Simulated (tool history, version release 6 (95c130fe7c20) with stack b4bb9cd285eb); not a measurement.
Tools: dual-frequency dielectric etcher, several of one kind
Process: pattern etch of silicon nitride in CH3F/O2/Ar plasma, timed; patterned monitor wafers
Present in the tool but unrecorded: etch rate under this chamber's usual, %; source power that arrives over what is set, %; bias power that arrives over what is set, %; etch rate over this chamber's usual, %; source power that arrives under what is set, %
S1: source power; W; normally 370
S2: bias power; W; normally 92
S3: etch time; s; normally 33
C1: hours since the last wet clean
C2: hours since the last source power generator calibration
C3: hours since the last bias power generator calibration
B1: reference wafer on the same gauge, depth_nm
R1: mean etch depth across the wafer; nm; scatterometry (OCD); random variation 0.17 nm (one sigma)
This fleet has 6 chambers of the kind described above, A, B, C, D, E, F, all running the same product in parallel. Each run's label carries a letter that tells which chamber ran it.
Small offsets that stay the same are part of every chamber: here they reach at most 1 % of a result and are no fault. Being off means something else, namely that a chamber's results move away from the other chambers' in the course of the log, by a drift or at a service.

run   hour   S1   S2    S3     C1      C2      C3      B1      R1
 1F    7.1  370   92    33  246.6   640.9  2129.7  28.244  24.193
 2E   14.5  370   92    33  165.4  2858.4   473.9  28.188  24.659
      22.3  -- chamber B: wet clean of the chamber
 3B     23  370   92    33    0.7  3313.3   928.9  28.156  24.176
 4C   31.6  370   92    33  306.1  1308.6  1001.9  28.228  24.522
 5D   36.1  370   92    33  381.1   990.4    1640  28.196  24.743
 6A   43.6  340   92  25.5  185.2  3685.1  1726.1  28.163  18.289
 7D   51.4  340   92  25.5  396.4  1005.7  1655.3  28.187  18.717
 8A     60  340   92  25.5  201.6  3701.5  1742.5  28.189  18.384
 9C   65.5  340   92  25.5    340  1342.5  1035.8  28.185  18.216
10B   70.1  340   92  25.5   47.8  3360.4     976  28.225  18.355
11E     78  340   92  25.5  228.9  2921.9   537.4  28.238  18.073
      82.4  -- chamber D: wet clean of the chamber
12F   84.2  370   92    33  323.7     718  2206.8  28.205  24.589
13A   93.2  370   92  42.5  234.8  3734.7  1775.7  28.228  31.549
14C   97.6  370   92  42.5  372.1  1374.6  1067.9  28.168   31.26
15D  106.2  370   92  42.5   23.9  1060.5  1710.1  28.179  31.521
16B  110.6  370   92  42.5   88.3  3400.9  1016.5   28.24  31.039
17E  118.2  370   92  42.5  269.1  2962.1   577.6  28.178  31.336
18F  124.3  370   92  42.5  363.8   758.1  2246.9  28.154  31.789
     124.9  -- chamber D: bias power generator calibrated
19F  129.6  370   92    33  369.1   763.4  2252.2  28.196  24.897
20D  138.7  370   92    33   56.4    1093    13.9  28.171  24.584
21C  142.9  370   92    33  417.4  1419.9  1113.2  28.185  24.157
22B  150.5  370   92    33  128.2  3440.8  1056.4  28.188  24.364
     153.8  -- chamber C: wet clean of the chamber
23E  157.5  370   92    33  308.4  3001.4   616.9  28.228  24.296
24A  164.4  370   92    33    306  3805.9  1846.9  28.195   24.42
25B  169.7  370   92    33  147.4    3460  1075.6  28.215  24.405
26E  173.9  370   92    33  324.8  3017.8   633.3  28.139  24.298
27D  181.1  370  107    33   98.8  1135.4    56.3  28.217  26.233
28C  190.1  370  107    33   36.3  1467.1  1160.4   28.18  24.469
29A  194.1  370  107    33  335.7  3835.6  1876.6  28.196  26.064
30F  199.3  370  107    33  438.8   833.1  2321.9  28.218  25.895
31D  205.2  370  107    33  122.9  1159.5    80.4  28.202  26.275
32B  211.5  370  107    33  189.2  3501.8  1117.4  28.214  25.522
33F  215.7  370   92    33  455.2   849.5  2338.3  28.183  24.519
34E  222.4  370   92    33  373.3  3066.3   681.8  28.212  24.499
35C  227.2  370   92    33   73.4  1504.2  1197.5  28.204  23.174
36A  235.5  370   92    33  377.1    3877    1918  28.201   24.62
37D  240.3  370   92    33    158  1194.6   115.5  28.192  24.679
38B  249.1  370   92    33  226.8  3539.4    1155  28.214  24.285

Predict what each chamber gives when all 6 of them run the settings below next.
39A  255.7  370  92  33                   ?
39B  255.7  370  92  33                   ?
39C  255.7  370  92  33                   ?
39D  255.7  370  92  33                   ?
39E  255.7  370  92  33                   ?
39F  255.7  370  92  33                   ?

run      R1
39A  24.179
39B  24.226
39C  23.283
39D  24.795
39E   24.57
39F  24.421
